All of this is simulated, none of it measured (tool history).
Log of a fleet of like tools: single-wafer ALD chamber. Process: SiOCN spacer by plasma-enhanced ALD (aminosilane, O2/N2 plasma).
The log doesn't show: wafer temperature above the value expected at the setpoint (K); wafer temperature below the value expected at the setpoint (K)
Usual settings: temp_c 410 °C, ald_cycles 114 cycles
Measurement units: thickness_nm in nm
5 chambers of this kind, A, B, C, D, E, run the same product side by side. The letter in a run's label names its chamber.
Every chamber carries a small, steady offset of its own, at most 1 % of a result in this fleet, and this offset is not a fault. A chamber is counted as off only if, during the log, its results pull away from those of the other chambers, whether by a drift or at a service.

run	day	temp_c	ald_cycles	hours since the last thermocouple change	read-back reference wafer on the same gauge, thickness_nm	thickness_nm
1E	0.238	410	114	695.8	6.1842	6.6341
2B	0.721	410	114	474.2	6.1810	6.6398
3A	0.942	410	114	1157.8	6.1785	6.5807
4D	1.204	410	114	1610.9	6.1845	6.7049
5C	1.592	410	114	1726.0	6.1698	6.6819
6E	1.962	410	114	737.2	6.1726	6.6614
7B	2.383	410	114	514.1	6.1778	6.7030
8A	2.654	423	135	1198.9	6.1820	7.5894
9D	3.000	423	135	1654.0	6.1866	7.5613
10C	3.379	423	135	1768.9	6.1854	7.5301
11D	3.758	423	135	1672.2	6.1847	7.5907
12C	4.033	423	135	1784.6	6.1847	7.5734
13A	4.442	410	114	1241.8	6.1830	6.6085
14B	4.779	410	114	571.6	6.1884	6.6291
15E	5.242	410	114	815.9	6.1794	6.6581
16D	5.625	399	123	1717.0	6.1783	7.4485
17E	6.000	399	123	834.1	6.1704	7.4409
18B	6.446	399	123	611.6	6.1838	7.5137
19C	6.812	399	123	1851.3	6.1787	7.3806
20A	7.104	399	123	1305.7	6.1748	7.4045
21C	7.592	410	114	1870.0	6.1807	6.7554
22D	8.025	410	114	1774.6	6.1770	6.6113
23E	8.404	410	114	891.8	6.1824	6.6823
24B	8.650	410	114	664.5	6.1758	6.6916
# day 8.679: chamber D: thermocouple changed; heater temperature recalibrated
25A	8.925	401	136	1349.4	6.1700	8.1357
26B	9.321	401	136	680.6	6.1776	8.1344
27E	9.671	401	136	922.2	6.1801	8.1829
28C	10.096	401	136	1930.1	6.1827	8.1733
29D	10.571	401	136	45.4	6.1883	8.1448
30A	10.908	401	95	1397.0	6.1841	5.6810
31B	11.250	401	95	726.9	6.1818	5.7013
32C	11.525	401	95	1964.4	6.1742	5.6712
33A	11.767	401	95	1417.6	6.1753	5.6312
34E	11.988	401	95	977.8	6.1888	5.6855
35D	12.296	410	114	86.8	6.1761	6.6455
36A	12.583	410	114	1437.2	6.1809	6.6563
37E	12.879	410	114	999.2	6.1872	6.6409
# day 13.025: chamber A: thermocouple changed; heater temperature recalibrated
38D	13.354	410	114	112.2	6.1735	6.6908
39C	13.738	417	114	2017.5	6.1734	6.5133
40B	13.983	417	114	792.5	6.1816	6.5043
41C	14.450	417	114	2034.6	6.1796	6.6002
42A	14.792	417	114	42.4	6.1763	6.4776
43D	15.125	417	114	154.7	6.1807	6.5092
44B	15.450	410	114	827.7	6.1855	6.6759

What goes on in this fleet: one chamber off, a drifting gauge, or nothing beyond the chambers' own small offsets? Name the chamber and the cause, if any.

No chamber stands off beyond its own small offset, and the gauge holds steady.
